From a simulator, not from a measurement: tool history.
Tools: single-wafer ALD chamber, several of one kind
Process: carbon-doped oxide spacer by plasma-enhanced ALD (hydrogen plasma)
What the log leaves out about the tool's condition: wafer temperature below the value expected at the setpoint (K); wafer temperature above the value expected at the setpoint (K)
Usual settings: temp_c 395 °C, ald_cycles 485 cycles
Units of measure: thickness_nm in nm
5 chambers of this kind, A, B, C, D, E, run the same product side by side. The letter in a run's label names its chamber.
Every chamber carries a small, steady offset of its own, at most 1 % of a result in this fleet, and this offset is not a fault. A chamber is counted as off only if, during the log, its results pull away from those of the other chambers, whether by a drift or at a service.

| run | hour | temp_c | ald_cycles | hours since the last thermocouple change | read-back reference wafer on the same gauge, thickness_nm | thickness_nm |
|---|---|---|---|---|---|---|
| 1D | 4.3 | 395 | 485 | 1548.3 | 27.829 | 24.115 |
| 2A | 6.9 | 395 | 485 | 20.8 | 27.778 | 23.956 |
|  | 9.1 | chamber B: thermocouple changed; heater temperature recalibrated |
| 3B | 12.4 | 395 | 485 | 3.4 | 27.796 | 24.223 |
| 4C | 15.5 | 395 | 485 | 1124.9 | 27.798 | 24.195 |
| 5E | 21.2 | 409 | 419 | 527.2 | 27.774 | 20.464 |
| 6B | 25.2 | 409 | 419 | 16.2 | 27.794 | 20.410 |
| 7E | 29.7 | 409 | 419 | 535.7 | 27.824 | 20.396 |
| 8D | 32.8 | 409 | 419 | 1576.8 | 27.809 | 20.042 |
| 9A | 36.2 | 409 | 419 | 50.1 | 27.799 | 20.413 |
| 10C | 41.7 | 395 | 485 | 1151.1 | 27.836 | 24.270 |
| 11D | 45.1 | 395 | 485 | 1589.1 | 27.807 | 24.088 |
| 12B | 50.0 | 395 | 431 | 41.0 | 27.813 | 21.721 |
| 13E | 55.0 | 395 | 431 | 561.0 | 27.792 | 21.543 |
| 14C | 58.1 | 395 | 431 | 1167.5 | 27.779 | 21.396 |
| 15A | 60.9 | 395 | 431 | 74.8 | 27.776 | 21.640 |
| 16A | 66.1 | 395 | 431 | 80.0 | 27.771 | 21.337 |
| 17C | 68.8 | 395 | 433 | 1178.2 | 27.777 | 21.550 |
| 18D | 72.1 | 395 | 433 | 1616.1 | 27.817 | 21.727 |
| 19B | 76.1 | 395 | 433 | 67.1 | 27.828 | 21.809 |
| 20E | 79.7 | 395 | 433 | 585.7 | 27.839 | 21.678 |
| 21D | 83.7 | 395 | 433 | 1627.7 | 27.810 | 21.540 |
| 22C | 89.7 | 395 | 485 | 1199.1 | 27.797 | 24.096 |
| 23A | 93.7 | 395 | 485 | 107.6 | 27.796 | 24.441 |
| 24E | 98.6 | 395 | 485 | 604.6 | 27.764 | 24.332 |
| 25B | 104.1 | 395 | 485 | 95.1 | 27.796 | 24.157 |
| 26C | 109.0 | 388 | 547 | 1218.4 | 27.793 | 27.173 |
| 27A | 112.6 | 388 | 547 | 126.5 | 27.791 | 27.446 |
| 28B | 115.9 | 388 | 547 | 106.9 | 27.800 | 27.462 |
| 29D | 119.6 | 388 | 547 | 1663.6 | 27.793 | 27.266 |
| 30E | 125.1 | 388 | 547 | 631.1 | 27.807 | 27.306 |
| 31C | 127.7 | 395 | 485 | 1237.1 | 27.771 | 24.013 |
| 32A | 132.6 | 395 | 485 | 146.5 | 27.781 | 24.157 |
| 33E | 136.2 | 395 | 576 | 642.2 | 27.816 | 28.928 |
| 34D | 139.4 | 395 | 576 | 1683.4 | 27.795 | 28.559 |
| 35B | 142.6 | 395 | 576 | 133.6 | 27.815 | 28.972 |
| 36E | 148.0 | 395 | 576 | 654.0 | 27.811 | 28.755 |
| 37C | 153.8 | 395 | 576 | 1263.2 | 27.802 | 28.672 |

Predict what each chamber gives when all 5 of them run the settings below next.
| 38A | 158.1 | 395 | 542 |  |  | ? |
| 38B | 158.1 | 395 | 542 |  |  | ? |
| 38C | 158.1 | 395 | 542 |  |  | ? |
| 38D | 158.1 | 395 | 542 |  |  | ? |
| 38E | 158.1 | 395 | 542 |  |  | ? |

| run | thickness_nm |
|---|---|
| 38A | 27.132 |
| 38B | 27.205 |
| 38C | 26.855 |
| 38D | 26.780 |
| 38E | 27.161 |
